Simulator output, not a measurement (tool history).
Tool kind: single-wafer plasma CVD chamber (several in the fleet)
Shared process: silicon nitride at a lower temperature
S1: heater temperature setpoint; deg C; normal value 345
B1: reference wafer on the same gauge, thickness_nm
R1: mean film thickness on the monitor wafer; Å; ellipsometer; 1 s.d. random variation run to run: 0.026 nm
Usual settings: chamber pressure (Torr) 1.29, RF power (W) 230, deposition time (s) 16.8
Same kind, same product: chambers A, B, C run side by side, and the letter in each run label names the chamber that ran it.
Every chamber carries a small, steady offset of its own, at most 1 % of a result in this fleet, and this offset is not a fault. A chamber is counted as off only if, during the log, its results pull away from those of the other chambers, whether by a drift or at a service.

run 1A hour=2.7 | S1=345 chamber_pressure_(Torr)=1.29 RF_power_(W)=230 deposition_time_(s)=16.8 | B1=17.907 | R1=154.81
run 2C hour=6.7 | S1=345 chamber_pressure_(Torr)=1.29 RF_power_(W)=230 deposition_time_(s)=16.8 | B1=17.907 | R1=155.39
run 3B hour=9.4 | S1=345 chamber_pressure_(Torr)=1.29 RF_power_(W)=230 deposition_time_(s)=16.8 | B1=17.905 | R1=155.66
run 4A hour=11.9 | S1=345 chamber_pressure_(Torr)=1.29 RF_power_(W)=230 deposition_time_(s)=16.8 | B1=17.908 | R1=154.97
-- hour=14 chamber A: thermocouple changed; heater temperature recalibrated
run 5B hour=16.1 | S1=334 chamber_pressure_(Torr)=1.29 RF_power_(W)=230 deposition_time_(s)=16.8 | B1=17.917 | R1=156.84
run 6C hour=19.4 | S1=334 chamber_pressure_(Torr)=1.29 RF_power_(W)=230 deposition_time_(s)=16.8 | B1=17.918 | R1=156.09
run 7C hour=23.8 | S1=334 chamber_pressure_(Torr)=1.29 RF_power_(W)=230 deposition_time_(s)=16.8 | B1=17.918 | R1=156.41
run 8A hour=27.7 | S1=345 chamber_pressure_(Torr)=1.29 RF_power_(W)=230 deposition_time_(s)=16.8 | B1=17.92 | R1=155.54
run 9B hour=30.8 | S1=345 chamber_pressure_(Torr)=1.29 RF_power_(W)=230 deposition_time_(s)=16.8 | B1=17.933 | R1=155.75
run 10C hour=35.1 | S1=345 chamber_pressure_(Torr)=1.29 RF_power_(W)=230 deposition_time_(s)=16.8 | B1=17.925 | R1=155.8
run 11A hour=37.8 | S1=345 chamber_pressure_(Torr)=1.29 RF_power_(W)=230 deposition_time_(s)=16.8 | B1=17.929 | R1=155.51
run 12B hour=41.8 | S1=345 chamber_pressure_(Torr)=1.29 RF_power_(W)=230 deposition_time_(s)=16.8 | B1=17.932 | R1=156.02
run 13B hour=45.7 | S1=340 chamber_pressure_(Torr)=1.29 RF_power_(W)=210 deposition_time_(s)=16.8 | B1=17.942 | R1=146.12
run 14C hour=49.6 | S1=340 chamber_pressure_(Torr)=1.29 RF_power_(W)=210 deposition_time_(s)=16.8 | B1=17.941 | R1=145.36
run 15A hour=52.3 | S1=340 chamber_pressure_(Torr)=1.29 RF_power_(W)=210 deposition_time_(s)=16.8 | B1=17.947 | R1=145.51
run 16A hour=54.8 | S1=345 chamber_pressure_(Torr)=1.29 RF_power_(W)=230 deposition_time_(s)=16.8 | B1=17.947 | R1=155.29
run 17B hour=58.8 | S1=345 chamber_pressure_(Torr)=1.29 RF_power_(W)=230 deposition_time_(s)=16.8 | B1=17.95 | R1=155.78
run 18C hour=63.2 | S1=345 chamber_pressure_(Torr)=1.29 RF_power_(W)=230 deposition_time_(s)=16.8 | B1=17.951 | R1=156.01
run 19A hour=67.4 | S1=345 chamber_pressure_(Torr)=1.29 RF_power_(W)=230 deposition_time_(s)=16.8 | B1=17.954 | R1=155.28
run 20B hour=70.1 | S1=345 chamber_pressure_(Torr)=1.29 RF_power_(W)=230 deposition_time_(s)=16.8 | B1=17.95 | R1=156.07
run 21C hour=73.7 | S1=345 chamber_pressure_(Torr)=1.29 RF_power_(W)=230 deposition_time_(s)=16.8 | B1=17.959 | R1=156.27
run 22C hour=75.8 | S1=345 chamber_pressure_(Torr)=1.29 RF_power_(W)=230 deposition_time_(s)=16.8 | B1=17.961 | R1=156.24
run 23A hour=78.2 | S1=345 chamber_pressure_(Torr)=1.29 RF_power_(W)=230 deposition_time_(s)=16.8 | B1=17.969 | R1=155.73
run 24B hour=80.7 | S1=345 chamber_pressure_(Torr)=1.29 RF_power_(W)=230 deposition_time_(s)=16.8 | B1=17.964 | R1=156.06
run 25A hour=83.8 | S1=345 chamber_pressure_(Torr)=1.29 RF_power_(W)=230 deposition_time_(s)=16.8 | B1=17.981 | R1=155.48
run 26B hour=86.9 | S1=345 chamber_pressure_(Torr)=1.29 RF_power_(W)=230 deposition_time_(s)=16.8 | B1=17.973 | R1=156.51
run 27C hour=90.6 | S1=345 chamber_pressure_(Torr)=1.29 RF_power_(W)=230 deposition_time_(s)=16.8 | B1=17.979 | R1=156.44
run 28B hour=94.2 | S1=345 chamber_pressure_(Torr)=1.29 RF_power_(W)=230 deposition_time_(s)=16.8 | B1=17.974 | R1=156.53
run 29C hour=96.6 | S1=345 chamber_pressure_(Torr)=1.29 RF_power_(W)=230 deposition_time_(s)=16.8 | B1=17.977 | R1=155.72
run 30A hour=99 | S1=345 chamber_pressure_(Torr)=1.09 RF_power_(W)=230 deposition_time_(s)=16.8 | B1=17.982 | R1=148.07
run 31B hour=102.1 | S1=345 chamber_pressure_(Torr)=1.09 RF_power_(W)=230 deposition_time_(s)=16.8 | B1=17.986 | R1=148.76
run 32C hour=105.7 | S1=345 chamber_pressure_(Torr)=1.09 RF_power_(W)=230 deposition_time_(s)=16.8 | B1=17.991 | R1=148.39
run 33A hour=109.9 | S1=345 chamber_pressure_(Torr)=1.29 RF_power_(W)=230 deposition_time_(s)=16.8 | B1=18 | R1=156.01
run 34A hour=113 | S1=345 chamber_pressure_(Torr)=1.29 RF_power_(W)=230 deposition_time_(s)=16.8 | B1=17.986 | R1=155.88
run 35B hour=117.2 | S1=345 chamber_pressure_(Torr)=1.29 RF_power_(W)=230 deposition_time_(s)=16.8 | B1=17.998 | R1=156.09
run 36C hour=120.1 | S1=345 chamber_pressure_(Torr)=1.29 RF_power_(W)=230 deposition_time_(s)=16.8 | B1=17.994 | R1=156.18
run 37C hour=124.3 | S1=345 chamber_pressure_(Torr)=1.29 RF_power_(W)=230 deposition_time_(s)=16.8 | B1=18.01 | R1=155.75
run 38B hour=128.5 | S1=345 chamber_pressure_(Torr)=1.29 RF_power_(W)=230 deposition_time_(s)=16.8 | B1=18.008 | R1=156.88
run 39A hour=131.6 | S1=345 chamber_pressure_(Torr)=1.29 RF_power_(W)=230 deposition_time_(s)=16.8 | B1=18.011 | R1=156.33
run 40B hour=135.1 | S1=345 chamber_pressure_(Torr)=1.29 RF_power_(W)=230 deposition_time_(s)=16.8 | B1=18.019 | R1=156.83
run 41A hour=137.4 | S1=345 chamber_pressure_(Torr)=1.29 RF_power_(W)=230 deposition_time_(s)=16.8 | B1=18.016 | R1=155.98
run 42C hour=141.1 | S1=345 chamber_pressure_(Torr)=1.29 RF_power_(W)=230 deposition_time_(s)=16.8 | B1=18.016 | R1=155.87
run 43C hour=144.4 | S1=345 chamber_pressure_(Torr)=1.29 RF_power_(W)=230 deposition_time_(s)=16.8 | B1=18.015 | R1=156.97

Which is it: a chamber that has drifted or been left off by a service, a gauge drift common to all chambers, or only each chamber's usual small offset? If a chamber is off, name it and its likeliest cause.

The shared gauge is drifting. All chambers look as if they move in step, but none is off.
Likeliest cause: gauge reads high (%) = 0.684.
